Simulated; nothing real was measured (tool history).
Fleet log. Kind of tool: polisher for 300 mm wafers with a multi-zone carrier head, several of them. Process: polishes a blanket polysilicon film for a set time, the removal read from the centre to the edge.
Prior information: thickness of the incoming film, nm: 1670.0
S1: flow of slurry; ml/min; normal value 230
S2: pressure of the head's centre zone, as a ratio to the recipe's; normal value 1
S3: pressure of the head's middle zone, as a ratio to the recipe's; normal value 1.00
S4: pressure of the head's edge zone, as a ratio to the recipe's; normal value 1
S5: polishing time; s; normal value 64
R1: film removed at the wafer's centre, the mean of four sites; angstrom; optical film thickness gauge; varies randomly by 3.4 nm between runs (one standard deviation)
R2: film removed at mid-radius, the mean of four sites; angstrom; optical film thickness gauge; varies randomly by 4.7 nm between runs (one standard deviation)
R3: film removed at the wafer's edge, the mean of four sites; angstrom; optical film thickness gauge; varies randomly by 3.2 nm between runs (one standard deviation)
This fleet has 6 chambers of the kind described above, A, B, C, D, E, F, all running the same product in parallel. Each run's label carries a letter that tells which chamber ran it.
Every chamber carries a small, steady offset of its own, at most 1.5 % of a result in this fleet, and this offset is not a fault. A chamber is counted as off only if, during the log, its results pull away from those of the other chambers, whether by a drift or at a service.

run	hour	S1	S2	S3	S4	S5	R1	R2	R3
1B	10.2	230	1	1.00	1	64	4211.1	4282.9	4303.5
2E	17.2	230	1	1.00	1	64	4288.6	4209.8	4253.5
3D	25.0	230	1	1.00	1	64	4218.2	4210.9	4308.7
# hour 25.5: chamber F: edge zone pressure recalibrated
4C	31.0	230	1	1.00	1	64	4256.6	4258.4	4209.1
5A	40.1	230	1	1.00	1	64	4226.8	4326.7	4289.0
# hour 47.3: chamber B: worn pad replaced by a new one
6F	51.4	230	1	1.00	1	64	4265.3	4202.3	4253.6
7C	58.2	230	1	1.00	1	64	4236.0	4323.3	4287.4
# hour 61.2: chamber F: worn pad replaced by a new one
# hour 64.5: chamber A: worn pad replaced by a new one
8E	66.1	230	1	1.00	1	64	4206.6	4246.2	4258.4
9B	77.1	230	1	1.00	1	64	4166.0	4171.1	4343.4
# hour 80.4: chamber D: worn pad replaced by a new one
# hour 84.9: chamber E: worn pad replaced by a new one
# hour 85.1: chamber B: centre zone pressure recalibrated
10F	85.7	230	1	1.00	1	64	4280.8	4202.8	4195.6
11D	96.0	230	1	1.00	1	64	4287.3	4248.1	4341.7
12A	104.1	230	1	1.00	1	64	4197.3	4217.0	4256.5
13F	111.2	230	1	1.00	1	64	4259.4	4268.6	4231.4
# hour 117.2: chamber A: centre zone pressure recalibrated
# hour 119.9: chamber F: worn pad replaced by a new one
# hour 122.0: chamber D: edge zone pressure recalibrated
14C	123.1	230	1	1.00	1	64	4285.0	4312.1	4271.9
15E	128.8	230	1	1.00	1	64	4218.5	4255.8	4315.9
# hour 130.0: chamber C: worn pad replaced by a new one
# hour 136.1: chamber B: slurry nozzle cleaned
16A	137.9	230	1	1.00	1	72	4682.8	4852.8	4686.6
17D	147.3	230	1	1.00	1	72	4848.0	4681.0	4853.5
18B	156.6	230	1	1.00	1	72	4735.5	4779.9	4887.9
19C	165.7	230	1	1.00	1	72	4771.6	4761.9	4849.5
20A	176.8	230	1	1.00	1	72	4680.8	4757.8	4747.5
# hour 180.0: chamber C: edge zone pressure recalibrated
21B	183.7	230	1	1.00	1	72	4723.5	4740.7	4822.7
# hour 184.9: chamber B: worn pad replaced by a new one
# hour 187.3: chamber D: worn pad replaced by a new one
22E	192.3	230	1	1.00	1	64	4279.6	4276.5	4303.4
# hour 195.9: chamber F: worn pad replaced by a new one
23D	197.7	230	1	1.00	1	64	4243.2	4203.2	4297.7
# hour 201.3: chamber C: slurry nozzle cleaned
24F	204.5	230	1	1.00	1	64	4268.7	4233.8	4273.5
# hour 210.7: chamber E: worn pad replaced by a new one
25A	211.9	230	1	1.00	1	64	4038.2	4161.3	4133.3
# hour 217.8: chamber D: slurry nozzle cleaned
26B	221.8	230	1	1.00	1	64	4244.6	4195.4	4377.2
# hour 227.1: chamber E: slurry nozzle cleaned
27C	229.9	230	1	1.00	1	64	4336.7	4177.6	4261.2
28F	238.7	230	1	1.00	1	64	4256.2	4206.8	4246.0
# hour 242.1: chamber A: worn pad replaced by a new one
29D	247.8	230	1	1.00	1	64	4272.5	4233.9	4317.1
30E	255.3	230	1	1.00	1	64	4215.5	4245.0	4279.1
# hour 258.1: chamber F: worn pad replaced by a new one
31C	261.1	230	1	1.00	1	64	4272.0	4294.7	4262.5
32D	266.5	230	1	0.91	1	56	3704.3	3456.3	3756.5
33F	276.0	230	1	0.91	1	56	3679.1	3487.8	3733.8
34A	281.3	230	1	0.91	1	56	3550.2	3351.2	3637.0
# hour 286.1: chamber C: worn pad replaced by a new one
35E	290.0	230	1	0.91	1	56	3803.6	3501.4	3711.0
# hour 295.4: chamber D: worn pad replaced by a new one
36B	295.7	230	1	0.91	1	56	3664.9	3431.1	3765.4
37B	307.0	230	1	0.91	1	56	3687.7	3370.7	3805.4
# hour 315.0: chamber C: centre zone pressure recalibrated
38A	316.9	230	1	1.00	1	64	4032.9	4051.1	4095.9
39D	327.7	230	1	1.00	1	64	4260.6	4247.3	4268.7
# hour 336.9: chamber F: worn pad replaced by a new one
40F	337.0	230	1	1.00	1	64	4303.7	4358.2	4191.3
41C	344.4	230	1	1.00	1	64	4279.6	4300.9	4285.6

Is one chamber out of step, is the gauge drifting, or do the chambers differ by no more than their own small offsets? For an off chamber, give its letter and the likeliest cause.

It is chamber A that slowly wanders off from its peers.
Most likely cause: slurry flow missing at the pad, % = 33.2.

Which of the 4 candidates below, each the usual settings with something changed and its results left as question marks, puts chamber A back in line with what the other chambers give on the usual settings?
Allowed miss from the other chambers' usual-settings mean, per result, to count as in line: R1 120.0 angstrom; R2 170.0 angstrom; R3 110.0 angstrom
42A-1	352.9	240	1.04	1.00	0.99	70	?	?	?
42A-2	352.9	235	1.02	1.00	1.00	67	?	?	?
42A-3	352.9	225	0.98	1.00	1.00	61	?	?	?
42A-4	352.9	220	0.96	1.00	1.01	58	?	?	?

The mean the other chambers reach with the usual settings: R1 4246.5 angstrom; R2 4261.2 angstrom; R3 4275.8 angstrom
run	R1	R2	R3
42A-1	4545.7	4470.1	4449.2
42A-2	4241.0	4263.2	4269.3
42A-3	3661.5	3851.9	3865.1
42A-4	3386.6	3647.5	3682.9
42A-2 brings the chamber back in line.
